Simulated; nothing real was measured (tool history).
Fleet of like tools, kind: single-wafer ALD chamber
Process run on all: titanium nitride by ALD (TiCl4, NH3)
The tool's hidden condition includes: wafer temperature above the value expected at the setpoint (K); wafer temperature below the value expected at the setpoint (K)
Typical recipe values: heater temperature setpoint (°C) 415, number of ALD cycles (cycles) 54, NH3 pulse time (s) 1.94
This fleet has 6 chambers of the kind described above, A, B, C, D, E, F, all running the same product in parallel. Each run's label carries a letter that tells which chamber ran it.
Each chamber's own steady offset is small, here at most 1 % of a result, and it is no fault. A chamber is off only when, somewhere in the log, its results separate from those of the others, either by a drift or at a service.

run	day	heater temperature setpoint (°C)	number of ALD cycles (cycles)	NH3 pulse time (s)	hours since the last thermocouple change	read-back reference wafer on the same gauge, thickness_nm	mean film thickness on the monitor wafer (nm)
1B	0.604	415	54	1.94	1326.2	1.1292	1.1988
2E	1.038	415	54	1.94	881.6	1.1303	1.1925
3F	1.650	415	54	1.94	1730.5	1.1309	1.2031
4C	2.129	415	54	1.94	1075.3	1.1294	1.2070
5A	2.525	415	54	1.94	460.9	1.1299	1.2021
6D	2.867	415	54	1.94	571.9	1.1299	1.1979
7E	3.371	415	54	2.26	937.6	1.1296	1.1859
8A	3.775	415	54	2.26	490.9	1.1291	1.2101
9F	4.371	415	54	2.26	1795.8	1.1300	1.2033
10D	4.696	415	54	2.26	615.8	1.1293	1.2104
11B	4.967	415	54	2.26	1430.9	1.1303	1.2135
12C	5.425	415	54	2.26	1154.4	1.1297	1.2058
13E	5.842	415	54	1.94	996.9	1.1299	1.1922
14D	6.192	415	54	1.64	651.7	1.1301	1.1887
15F	6.612	415	54	1.64	1849.6	1.1290	1.1928
16A	7.125	415	54	1.64	571.3	1.1296	1.1981
17B	7.588	415	54	1.64	1493.8	1.1303	1.1921
18C	7.900	415	54	1.64	1213.8	1.1304	1.1951
19F	8.346	415	54	1.64	1891.2	1.1301	1.1978
20E	8.721	415	54	1.94	1066.0	1.1296	1.1907
21D	9.171	415	54	1.94	723.2	1.1311	1.2014
22B	9.512	415	54	1.94	1540.0	1.1303	1.2018
23C	9.862	415	54	1.94	1260.9	1.1305	1.1995
24A	10.250	415	54	1.94	646.3	1.1298	1.2141
25A	10.850	415	54	1.94	660.7	1.1315	1.2058
26F	11.375	415	54	1.94	1963.9	1.1297	1.2038
27C	11.883	415	54	1.94	1309.4	1.1295	1.2046
28E	12.275	415	54	1.94	1151.3	1.1292	1.1873
29B	12.883	415	54	1.94	1620.9	1.1297	1.2082
30D	13.242	415	54	1.94	820.9	1.1295	1.1920
31F	13.758	415	54	1.94	2021.1	1.1286	1.1970
32B	14.229	415	54	1.94	1653.2	1.1305	1.2033
# day 14.671: chamber C: thermocouple changed; heater temperature recalibrated
33C	14.833	415	48	2.17	3.9	1.1290	1.0693
34A	15.112	415	48	2.17	763.0	1.1290	1.0708
35E	15.521	415	48	2.17	1229.2	1.1311	1.0517
36D	15.825	415	48	2.17	882.9	1.1309	1.0778
37B	16.412	415	48	2.17	1705.6	1.1304	1.0704
38C	16.975	415	48	2.17	55.3	1.1293	1.0656

Read the log: is a single chamber off, either drifting away or since a service, is the gauge that measures every chamber drifting, or is nothing wrong beyond small per-chamber offsets? Name any odd chamber and what most likely caused it.

No chamber is off and the gauge is stable; the differences are just each chamber's small, constant offset.
